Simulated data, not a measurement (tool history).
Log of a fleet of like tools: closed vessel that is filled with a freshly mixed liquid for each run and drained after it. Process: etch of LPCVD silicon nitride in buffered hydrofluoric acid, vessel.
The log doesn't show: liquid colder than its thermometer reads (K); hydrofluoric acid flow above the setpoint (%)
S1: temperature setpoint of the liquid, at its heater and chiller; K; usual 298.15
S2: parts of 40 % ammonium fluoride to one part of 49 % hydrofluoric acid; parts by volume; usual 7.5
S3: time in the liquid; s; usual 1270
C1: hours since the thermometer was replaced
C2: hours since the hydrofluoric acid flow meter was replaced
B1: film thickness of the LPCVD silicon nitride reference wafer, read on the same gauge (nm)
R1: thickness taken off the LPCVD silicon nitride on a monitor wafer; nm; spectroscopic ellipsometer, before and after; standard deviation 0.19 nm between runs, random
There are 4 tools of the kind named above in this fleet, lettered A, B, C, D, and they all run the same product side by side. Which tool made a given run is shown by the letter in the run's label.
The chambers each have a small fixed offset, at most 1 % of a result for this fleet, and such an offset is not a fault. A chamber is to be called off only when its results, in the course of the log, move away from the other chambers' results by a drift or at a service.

run 1D hour=10.8 | S1=298.15 S2=7.5 S3=1270 | C1=484.0 C2=14.6 | B1=29.976 | R1=23.799
-- hour=13.0 chamber C: thermometer replaced
run 2C hour=24.3 | S1=298.15 S2=7.5 S3=1270 | C1=11.3 C2=356.6 | B1=30.013 | R1=23.785
run 3A hour=32.7 | S1=298.15 S2=7.5 S3=1270 | C1=116.0 C2=372.0 | B1=30.053 | R1=23.243
run 4B hour=42.2 | S1=298.15 S2=7.5 S3=1270 | C1=1764.1 C2=173.6 | B1=29.992 | R1=23.670
run 5C hour=50.2 | S1=298.15 S2=7.5 S3=1270 | C1=37.2 C2=382.5 | B1=29.980 | R1=23.421
run 6B hour=58.1 | S1=298.15 S2=7.5 S3=1270 | C1=1780.0 C2=189.5 | B1=30.013 | R1=23.401
run 7A hour=68.8 | S1=298.15 S2=7.5 S3=1270 | C1=152.1 C2=408.1 | B1=29.966 | R1=23.682
run 8D hour=82.3 | S1=298.15 S2=7.5 S3=1270 | C1=555.5 C2=86.1 | B1=29.998 | R1=23.674
run 9D hour=93.7 | S1=298.15 S2=7.5 S3=1270 | C1=566.9 C2=97.5 | B1=30.035 | R1=23.667
run 10C hour=106.3 | S1=298.15 S2=7.5 S3=1270 | C1=93.3 C2=438.6 | B1=30.000 | R1=23.628
run 11B hour=116.2 | S1=298.15 S2=7.5 S3=1270 | C1=1838.1 C2=247.6 | B1=30.001 | R1=23.528
run 12A hour=123.7 | S1=298.15 S2=7.5 S3=1270 | C1=207.0 C2=463.0 | B1=29.974 | R1=23.449
run 13C hour=130.7 | S1=298.15 S2=7.5 S3=1005 | C1=117.7 C2=463.0 | B1=30.004 | R1=18.868
run 14B hour=142.3 | S1=298.15 S2=7.5 S3=1005 | C1=1864.2 C2=273.7 | B1=29.993 | R1=18.656
run 15D hour=150.0 | S1=298.15 S2=7.5 S3=1005 | C1=623.2 C2=153.8 | B1=30.036 | R1=18.633
run 16A hour=160.1 | S1=298.15 S2=7.5 S3=1005 | C1=243.4 C2=499.4 | B1=30.039 | R1=18.459
run 17C hour=170.0 | S1=298.15 S2=7.5 S3=1270 | C1=157.0 C2=502.3 | B1=29.987 | R1=23.354
run 18A hour=183.6 | S1=298.15 S2=7.5 S3=1270 | C1=266.9 C2=522.9 | B1=29.982 | R1=23.393
run 19B hour=196.4 | S1=298.15 S2=7.5 S3=1270 | C1=1918.3 C2=327.8 | B1=30.022 | R1=23.496
run 20D hour=210.0 | S1=298.15 S2=7.5 S3=1270 | C1=683.2 C2=213.8 | B1=30.022 | R1=24.117
run 21B hour=218.5 | S1=298.15 S2=7.5 S3=1270 | C1=1940.4 C2=349.9 | B1=29.999 | R1=23.365
run 22A hour=225.1 | S1=298.15 S2=7.5 S3=1270 | C1=308.4 C2=564.4 | B1=30.032 | R1=23.384
run 23C hour=238.2 | S1=298.15 S2=7.5 S3=1270 | C1=225.2 C2=570.5 | B1=30.004 | R1=23.627
run 24D hour=250.3 | S1=298.15 S2=7.5 S3=1270 | C1=723.5 C2=254.1 | B1=30.031 | R1=23.407
run 25D hour=259.5 | S1=298.15 S2=7.5 S3=1270 | C1=732.7 C2=263.3 | B1=29.982 | R1=23.578
run 26A hour=270.0 | S1=302.15 S2=7.5 S3=1675 | C1=353.3 C2=609.3 | B1=30.016 | R1=38.373
run 27C hour=281.0 | S1=302.15 S2=7.5 S3=1675 | C1=268.0 C2=613.3 | B1=29.989 | R1=38.732
run 28B hour=293.8 | S1=302.15 S2=7.5 S3=1675 | C1=2015.7 C2=425.2 | B1=29.963 | R1=38.041
run 29A hour=305.4 | S1=302.15 S2=7.5 S3=1675 | C1=388.7 C2=644.7 | B1=29.941 | R1=38.689
run 30B hour=318.9 | S1=298.15 S2=7.5 S3=1270 | C1=2040.8 C2=450.3 | B1=30.006 | R1=23.245
run 31D hour=332.8 | S1=298.15 S2=7.5 S3=1270 | C1=806.0 C2=336.6 | B1=29.965 | R1=23.637
run 32C hour=344.2 | S1=298.15 S2=7.5 S3=1270 | C1=331.2 C2=676.5 | B1=29.993 | R1=23.703
run 33B hour=358.2 | S1=298.15 S2=7.5 S3=1270 | C1=2080.1 C2=489.6 | B1=30.002 | R1=23.513
run 34D hour=367.0 | S1=298.15 S2=7.5 S3=1270 | C1=840.2 C2=370.8 | B1=29.982 | R1=23.852

Next, all 4 chambers run the settings below, one line each with question marks for the results. What does each chamber give?
run 35A hour=377.1 | S1=298.15 S2=7.5 S3=1270 | R1=?
run 35B hour=377.1 | S1=298.15 S2=7.5 S3=1270 | R1=?
run 35C hour=377.1 | S1=298.15 S2=7.5 S3=1270 | R1=?
run 35D hour=377.1 | S1=298.15 S2=7.5 S3=1270 | R1=?

run=35A R1=23.425
run=35B R1=23.681
run=35C R1=23.940
run=35D R1=23.722
